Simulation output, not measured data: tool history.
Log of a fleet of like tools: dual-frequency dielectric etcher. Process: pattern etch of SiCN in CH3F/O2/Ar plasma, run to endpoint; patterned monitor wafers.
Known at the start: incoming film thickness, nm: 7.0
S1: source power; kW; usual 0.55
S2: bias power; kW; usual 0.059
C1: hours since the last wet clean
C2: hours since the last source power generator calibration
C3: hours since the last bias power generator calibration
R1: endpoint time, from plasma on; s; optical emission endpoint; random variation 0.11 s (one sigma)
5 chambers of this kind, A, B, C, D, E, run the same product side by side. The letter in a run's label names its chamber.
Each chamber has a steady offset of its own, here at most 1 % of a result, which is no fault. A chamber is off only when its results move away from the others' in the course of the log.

run	hour	S1	S2	C1	C2	C3	R1
1B	3.4	0.55	0.059	322.9	624.5	1647.3	17.665
# hour 5.9: chamber D: wet clean of the chamber
2A	6.8	0.55	0.059	294.5	589.2	1605.4	17.771
3C	11.5	0.55	0.059	115.1	1880.2	374.2	17.379
4D	13.9	0.55	0.059	8	1327.2	773.9	17.934
5E	16.4	0.55	0.059	270	1537.3	843.2	17.635
6B	21.3	0.55	0.059	340.8	642.4	1665.2	17.76
7A	24.9	0.55	0.059	312.6	607.3	1623.5	17.811
# hour 28.9: chamber D: source power generator calibrated
8E	29.3	0.55	0.059	282.9	1550.2	856.1	17.449
9D	32.6	0.55	0.059	26.7	3.8	792.6	17.415
10C	35.6	0.55	0.059	139.2	1904.3	398.3	17.571
11E	40.2	0.55	0.059	293.8	1561.1	867	17.482
12B	43.8	0.55	0.059	363.3	664.9	1687.7	17.873
13D	48.7	0.55	0.059	42.8	19.9	808.7	17.706
14A	51.7	0.55	0.059	339.4	634.1	1650.3	17.569
15C	56.7	0.55	0.059	160.3	1925.4	419.4	17.727
16D	61.3	0.55	0.059	55.4	32.5	821.3	17.689
17A	66.2	0.66	0.059	353.9	648.6	1664.8	16.537
18C	70.5	0.66	0.059	174.1	1939.2	433.2	16.483
# hour 75: chamber A: wet clean of the chamber
19B	75.4	0.66	0.059	394.9	696.5	1719.3	16.522
20E	78.8	0.66	0.059	332.4	1599.7	905.6	16.458
21A	82.2	0.66	0.059	7.3	664.6	1680.8	16.536
22D	84.8	0.55	0.059	78.9	56	844.8	17.575
23C	89.8	0.55	0.059	193.4	1958.5	452.5	17.674
24E	93.5	0.55	0.059	347.1	1614.4	920.3	17.346
25B	95.9	0.65	0.059	415.4	717	1739.8	16.547
26A	100	0.65	0.059	25.1	682.4	1698.6	16.421
27D	105.1	0.65	0.059	99.2	76.3	865.1	16.774
28E	108.5	0.65	0.059	362.1	1629.4	935.3	16.338
29C	111.8	0.65	0.059	215.4	1980.5	474.5	16.474
30B	116.6	0.55	0.059	436.1	737.7	1760.5	17.81
31C	120.6	0.55	0.059	224.2	1989.3	483.3	17.6
32A	124.3	0.55	0.059	49.4	706.7	1722.9	17.657
33B	128.2	0.55	0.059	447.7	749.3	1772.1	17.86
34E	133.1	0.5	0.068	386.7	1654	959.9	17.347
35D	137.3	0.5	0.068	131.4	108.5	897.3	17.544
36B	140.3	0.5	0.068	459.8	761.4	1784.2	17.602

Is one chamber off against the others, does the gauge drift, or is nothing wrong? If a chamber is off, say which, and what the likeliest cause is.

No chamber stands off beyond its own small offset, and the gauge holds steady.
